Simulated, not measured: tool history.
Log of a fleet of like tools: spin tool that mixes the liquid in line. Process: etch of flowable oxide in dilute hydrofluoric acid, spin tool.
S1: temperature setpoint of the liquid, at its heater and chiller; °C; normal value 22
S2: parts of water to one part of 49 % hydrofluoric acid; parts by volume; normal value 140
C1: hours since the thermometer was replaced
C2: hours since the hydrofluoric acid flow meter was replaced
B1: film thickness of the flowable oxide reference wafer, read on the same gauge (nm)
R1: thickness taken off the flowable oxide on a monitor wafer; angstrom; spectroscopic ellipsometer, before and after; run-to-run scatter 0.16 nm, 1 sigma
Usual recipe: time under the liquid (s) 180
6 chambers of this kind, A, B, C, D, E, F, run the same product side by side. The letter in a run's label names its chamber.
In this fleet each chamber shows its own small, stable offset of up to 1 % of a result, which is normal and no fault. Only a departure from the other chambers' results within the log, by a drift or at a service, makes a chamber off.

Run 1B, hour 3.3: usual settings; C1 164.8; C2 953; B1 69.983. Result: R1 362.21 angstrom.
Run 2A, hour 6.4: usual settings; C1 1552.3; C2 263.2; B1 70.004. Result: R1 367.76 angstrom.
Run 3D, hour 9.6: usual settings; C1 1487; C2 490.7; B1 69.986. Result: R1 363.66 angstrom.
Run 4E, hour 13.5: usual settings; C1 1433.1; C2 1558.9; B1 69.994. Result: R1 359.14 angstrom.
Run 5C, hour 16.9: usual settings; C1 1165.9; C2 137.5; B1 70.002. Result: R1 360.97 angstrom.
Run 6F, hour 20.7: usual settings; C1 678.1; C2 612; B1 69.974. Result: R1 363.35 angstrom.
Run 7F, hour 22.9: usual settings; C1 680.3; C2 614.2; B1 69.99. Result: R1 365.13 angstrom.
Run 8B, hour 27.7: usual settings; C1 189.2; C2 977.4; B1 70.021. Result: R1 365.99 angstrom.
Run 9C, hour 32.4: usual settings but S1 24 °C; C1 1181.4; C2 153; B1 70.017. Result: R1 391.83 angstrom.
Run 10A, hour 36: usual settings but S1 24 °C; C1 1581.9; C2 292.8; B1 69.997. Result: R1 396.75 angstrom.
Run 11D, hour 40.7: usual settings but S1 24 °C; C1 1518.1; C2 521.8; B1 69.992. Result: R1 394.72 angstrom.
Run 12E, hour 44.5: usual settings but S1 24 °C; C1 1464.1; C2 1589.9; B1 70.006. Result: R1 388.17 angstrom.
Run 13A, hour 47.6: usual settings but S1 24 °C; C1 1593.5; C2 304.4; B1 70.021. Result: R1 395.83 angstrom.
Run 14F, hour 51.8: usual settings but S1 24 °C; C1 709.2; C2 643.1; B1 70.009. Result: R1 393.9 angstrom.
Run 15B, hour 54.7: usual settings; C1 216.2; C2 1004.4; B1 69.972. Result: R1 361.49 angstrom.
Run 16C, hour 58.5: usual settings; C1 1207.5; C2 179.1; B1 70.002. Result: R1 362.85 angstrom.
Run 17E, hour 62.3: usual settings; C1 1481.9; C2 1607.7; B1 70.033. Result: R1 363.15 angstrom.
Run 18D, hour 65.1: usual settings but S1 18 °C; C1 1542.5; C2 546.2; B1 70.041. Result: R1 309.42 angstrom.
Run 19E, hour 68.3: usual settings but S1 18 °C; C1 1487.9; C2 1613.7; B1 69.972. Result: R1 307.41 angstrom.
Run 20B, hour 72.7: usual settings but S1 18 °C; C1 234.2; C2 1022.4; B1 70.009. Result: R1 313.17 angstrom.
Run 21D, hour 74.8: usual settings but S1 18 °C; C1 1552.2; C2 555.9; B1 69.984. Result: R1 307.9 angstrom.
At hour 78.8: chamber A: thermometer replaced.
Run 22A, hour 79: usual settings but S1 18 °C; C1 0.3; C2 335.8; B1 70.005. Result: R1 310.62 angstrom.
Run 23C, hour 83.8: usual settings but S1 18 °C; C1 1232.8; C2 204.4; B1 70.042. Result: R1 306.83 angstrom.
Run 24F, hour 87.2: usual settings; C1 744.6; C2 678.5; B1 70.024. Result: R1 359.78 angstrom.
Run 25D, hour 92.1: usual settings; C1 1569.5; C2 573.2; B1 69.982. Result: R1 362.07 angstrom.
Run 26A, hour 95.4: usual settings; C1 16.7; C2 352.2; B1 70.015. Result: R1 366.01 angstrom.
Run 27B, hour 98: usual settings but S1 26.5 °C; C1 259.5; C2 1047.7; B1 70.011. Result: R1 432.07 angstrom.
Run 28F, hour 102.6: usual settings but S1 26.5 °C; C1 760; C2 693.9; B1 69.98. Result: R1 430.61 angstrom.
At hour 107: chamber C: thermometer replaced.
Run 29C, hour 107.3: usual settings but S1 26.5 °C; C1 0.3; C2 227.9; B1 70.02. Result: R1 429.79 angstrom.
Run 30E, hour 110.5: usual settings but S1 26.5 °C; C1 1530.1; C2 1655.9; B1 70.005. Result: R1 436.4 angstrom.
Run 31D, hour 114.3: usual settings but S1 26.5 °C; C1 1591.7; C2 595.4; B1 69.997. Result: R1 429.88 angstrom.
Run 32E, hour 117.6: usual settings but S1 26.5 °C; C1 1537.2; C2 1663; B1 69.991. Result: R1 437.2 angstrom.
Run 33C, hour 120.4: usual settings; C1 13.4; C2 241; B1 69.992. Result: R1 363.08 angstrom.
Run 34F, hour 122.6: usual settings; C1 780; C2 713.9; B1 70.007. Result: R1 361.3 angstrom.
Run 35B, hour 125: usual settings; C1 286.5; C2 1074.7; B1 69.99. Result: R1 361 angstrom.
Run 36A, hour 128: usual settings; C1 49.3; C2 384.8; B1 70.007. Result: R1 363.76 angstrom.
Run 37B, hour 132.9: usual settings but S1 24 °C; C1 294.4; C2 1082.6; B1 70.012. Result: R1 392.05 angstrom.
Run 38D, hour 135.5: usual settings but S1 24 °C; C1 1612.9; C2 616.6; B1 69.984. Result: R1 395.55 angstrom.
Run 39A, hour 138.7: usual settings but S1 24 °C; C1 60; C2 395.5; B1 70.006. Result: R1 392.41 angstrom.
Run 40F, hour 143.3: usual settings but S1 24 °C; C1 800.7; C2 734.6; B1 69.986. Result: R1 390.25 angstrom.
Run 41E, hour 145.8: usual settings but S1 24 °C; C1 1565.4; C2 1691.2; B1 69.976. Result: R1 401.28 angstrom.

All chambers now run identical settings, listed one chamber a line with results as question marks. What results will each chamber show?
Run 42A, hour 149.4: usual settings but S2 180 parts by volume. Result: R1 ?.
Run 42B, hour 149.4: usual settings but S2 180 parts by volume. Result: R1 ?.
Run 42C, hour 149.4: usual settings but S2 180 parts by volume. Result: R1 ?.
Run 42D, hour 149.4: usual settings but S2 180 parts by volume. Result: R1 ?.
Run 42E, hour 149.4: usual settings but S2 180 parts by volume. Result: R1 ?.
Run 42F, hour 149.4: usual settings but S2 180 parts by volume. Result: R1 ?.

run      R1
42A  270.16
42B  270.97
42C  270.97
42D  270.04
42E  277.69
42F  268.71
